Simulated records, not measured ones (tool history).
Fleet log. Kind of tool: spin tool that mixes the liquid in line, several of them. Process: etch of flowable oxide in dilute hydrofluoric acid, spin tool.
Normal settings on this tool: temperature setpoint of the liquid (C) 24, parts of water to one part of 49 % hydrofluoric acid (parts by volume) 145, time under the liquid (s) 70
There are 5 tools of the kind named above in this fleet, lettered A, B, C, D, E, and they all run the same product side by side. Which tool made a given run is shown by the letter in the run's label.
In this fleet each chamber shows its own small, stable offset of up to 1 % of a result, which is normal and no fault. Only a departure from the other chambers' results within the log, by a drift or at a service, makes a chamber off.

run	hour	temperature setpoint of the liquid (C)	parts of water to one part of 49 % hydrofluoric acid (parts by volume)	time under the liquid (s)	read-back film thickness of the flowable oxide reference wafer, read on the same gauge (nm)	thickness taken off the flowable oxide on a monitor wafer (Å)
1E	5.1	24	145	70	30.022	171.44
2D	11.2	24	145	70	29.986	172.21
3C	15.9	24	145	70	30.014	173.56
4B	19.3	24	145	70	29.986	171.23
5A	23.1	24	145	70	30.003	170.84
6D	26.6	24	145	60	30.02	148.44
7A	29.4	24	145	60	29.987	146.34
8E	35.7	24	145	60	30.004	144.79
9B	39.6	24	145	60	30.01	146.65
10C	45.1	24	145	60	30.006	146.55
11E	50	24	145	70	30.02	169.45
12D	55.3	24	145	70	30.035	170.75
13A	61.3	24	145	70	30.018	172.81
# hour 63.7: chamber C: hydrofluoric acid flow meter replaced
14B	66.8	24	145	70	29.998	169.9
15C	70.9	24	145	70	29.975	171.31
16C	76.8	24	145	70	30.003	173.33
17E	81.7	27	100	70	30.003	292.48
18D	86.8	27	100	70	29.995	292.12
19A	92.4	27	100	70	30.027	294.6
20B	98.9	27	100	70	30.03	297.46
21A	103	27	100	70	30.009	293.37
22C	106.7	24	145	70	29.99	173.48
23B	110.7	24	145	70	29.997	172.59
24D	115.1	24	145	40	30.017	98.554
25E	119.4	24	145	40	30.026	101.05
26E	122.7	24	145	40	29.989	100.74
27A	129.2	24	145	40	29.983	97.195
28B	133.6	24	145	40	29.985	98.156
29D	138.7	24	145	70	30.009	172.52
30C	142.1	24	145	70	29.999	171.02
31E	148.3	24	145	70	30.013	179.28
32D	152.1	24	145	70	30.013	169.49
33B	157.1	27	105	70	29.98	278.78
34C	163	27	105	70	30.008	278.55
35A	168.9	27	105	70	30.019	275.25
36D	172.8	27	105	70	30.002	280.51
37A	176.4	27	105	70	29.963	277.41
38B	179.7	24	75	100	29.988	523.81

One chamber off, gauge drift, or nothing amiss beyond the chambers' own small offsets? If it is a chamber, which one, and what is the likeliest cause?

One chamber, E, drifts off from the rest bit by bit.
Cause: hydrofluoric acid flow above the setpoint (%) = 8.02.
The log may not tell that from: liquid hotter than its thermometer reads (K).

Chamber E could run next with any of the 4 candidate recipes listed below; each alters the usual settings, and their results appear as question marks. Which one brings its results back in line with what the other chambers deliver on the usual settings?
Maximum distance from the other chambers' mean on the usual settings for a result to count as in line: thickness taken off the flowable oxide on a monitor wafer (Å) 4.3
39E-1	184.3	24.5	135	75		?
39E-2	184.3	24	155	65		?
39E-3	184.3	23.5	145	65		?
39E-4	184.3	26	145	70		?

The other chambers' mean on the usual settings: thickness taken off the flowable oxide on a monitor wafer (Å) 171.33
run	thickness taken off the flowable oxide on a monitor wafer (Å)
39E-1	219.51
39E-2	159.41
39E-3	168.75
39E-4	200.03
The answer is 39E-3, which returns the chamber to within the allowed miss of the others.
